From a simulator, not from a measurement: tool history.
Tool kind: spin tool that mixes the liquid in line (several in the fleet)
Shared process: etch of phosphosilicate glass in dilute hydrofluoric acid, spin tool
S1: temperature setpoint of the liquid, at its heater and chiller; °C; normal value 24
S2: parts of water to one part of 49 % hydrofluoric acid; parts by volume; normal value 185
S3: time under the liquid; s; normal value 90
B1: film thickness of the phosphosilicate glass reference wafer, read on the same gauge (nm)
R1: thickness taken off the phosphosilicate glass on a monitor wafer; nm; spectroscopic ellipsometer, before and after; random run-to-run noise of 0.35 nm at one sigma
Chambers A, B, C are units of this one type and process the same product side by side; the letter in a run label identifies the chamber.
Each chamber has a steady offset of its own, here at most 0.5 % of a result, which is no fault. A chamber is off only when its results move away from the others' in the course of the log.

run 1C hour=8 | S1=24 S2=185 S3=90 | B1=100 | R1=42.749
run 2B hour=13.4 | S1=24 S2=185 S3=90 | B1=100.01 | R1=43.162
run 3A hour=19.1 | S1=24 S2=185 S3=90 | B1=100 | R1=42.551
run 4B hour=24.2 | S1=24 S2=185 S3=90 | B1=99.993 | R1=42.69
run 5C hour=31.9 | S1=24 S2=185 S3=90 | B1=100.04 | R1=43.101
run 6A hour=37.4 | S1=24 S2=185 S3=90 | B1=99.976 | R1=42.793
run 7B hour=44.3 | S1=24 S2=185 S3=90 | B1=99.976 | R1=43.411
run 8C hour=52 | S1=24 S2=185 S3=90 | B1=99.979 | R1=42.732
run 9A hour=55.7 | S1=24 S2=185 S3=90 | B1=99.971 | R1=42.83
run 10A hour=62.2 | S1=24 S2=185 S3=90 | B1=99.972 | R1=43.417
run 11C hour=67.4 | S1=24 S2=215 S3=90 | B1=99.99 | R1=35.932
run 12B hour=71.3 | S1=24 S2=215 S3=90 | B1=99.999 | R1=35.522
run 13A hour=77.3 | S1=24 S2=215 S3=90 | B1=99.973 | R1=35.918
run 14B hour=81.2 | S1=24 S2=130 S3=90 | B1=99.987 | R1=64.663
run 15C hour=85.7 | S1=24 S2=130 S3=90 | B1=99.978 | R1=65.758
run 16A hour=89.2 | S1=24 S2=130 S3=90 | B1=100.01 | R1=65.349
run 17C hour=95 | S1=24 S2=150 S3=90 | B1=100.02 | R1=55.432
run 18B hour=100.5 | S1=24 S2=150 S3=90 | B1=99.983 | R1=55.701
run 19A hour=104.2 | S1=24 S2=150 S3=90 | B1=100.01 | R1=56.243
run 20B hour=108.1 | S1=24 S2=185 S3=90 | B1=100.02 | R1=42.796
run 21C hour=113.4 | S1=24 S2=185 S3=90 | B1=100.05 | R1=42.089
run 22B hour=121.1 | S1=24 S2=185 S3=90 | B1=99.99 | R1=43.218
run 23C hour=127.9 | S1=24 S2=185 S3=90 | B1=99.97 | R1=42.454
run 24A hour=131.8 | S1=24 S2=185 S3=90 | B1=99.991 | R1=44.705
run 25A hour=139.5 | S1=24 S2=185 S3=90 | B1=99.996 | R1=45.048
run 26B hour=144.9 | S1=24 S2=185 S3=90 | B1=100.04 | R1=42.618
run 27C hour=150.4 | S1=24 S2=185 S3=90 | B1=99.985 | R1=43.744
run 28B hour=158 | S1=24 S2=185 S3=90 | B1=99.985 | R1=43.005
run 29A hour=164.6 | S1=24 S2=185 S3=90 | B1=99.991 | R1=45.501
run 30C hour=171.1 | S1=24 S2=185 S3=90 | B1=100.05 | R1=42.76
run 31C hour=178.3 | S1=24 S2=185 S3=90 | B1=99.984 | R1=42.787
run 32B hour=183.3 | S1=24 S2=185 S3=90 | B1=99.98 | R1=42.277
run 33A hour=188.8 | S1=24 S2=185 S3=90 | B1=99.978 | R1=45.411
run 34A hour=194.4 | S1=24 S2=185 S3=90 | B1=100 | R1=45.844
run 35B hour=200.3 | S1=22 S2=220 S3=90 | B1=100.03 | R1=32.164
run 36C hour=205.1 | S1=22 S2=220 S3=90 | B1=100.06 | R1=32.547
run 37B hour=211 | S1=22 S2=220 S3=90 | B1=99.986 | R1=32.647
run 38C hour=218.1 | S1=24 S2=185 S3=90 | B1=99.972 | R1=43.13
run 39A hour=222.6 | S1=24 S2=185 S3=90 | B1=99.962 | R1=46.464

Does one chamber stand apart from the rest, does the shared gauge drift, or is all well apart from small per-chamber offsets? Give the chamber and the most likely cause, where there is one.

It is chamber A that slowly wanders off from its peers.
Cause: hydrofluoric acid flow above the setpoint (%) = 6.77.
Not necessarily distinguishable in this log from: liquid hotter than its thermometer reads (K).

Chamber A could run next with any of the 4 candidate recipes listed below; each alters the usual settings, and their results appear as question marks. Which one brings its results back in line with what the other chambers deliver on the usual settings?
Allowed miss from the other chambers' usual-settings mean, per result, to count as in line: R1 1.2 nm
run 40A-1 hour=228.4 | S1=22 S2=185 S3=90 | R1=?
run 40A-2 hour=228.4 | S1=23.5 S2=205 S3=90 | R1=?
run 40A-3 hour=228.4 | S1=24 S2=165 S3=90 | R1=?
run 40A-4 hour=228.4 | S1=26 S2=185 S3=90 | R1=?

On the usual settings, the other chambers give on average: R1 43.049 nm
run=40A-1 R1=42.963
run=40A-2 R1=40.239
run=40A-3 R1=53.022
run=40A-4 R1=49.911
It is 40A-1 that realigns the chamber with its peers.
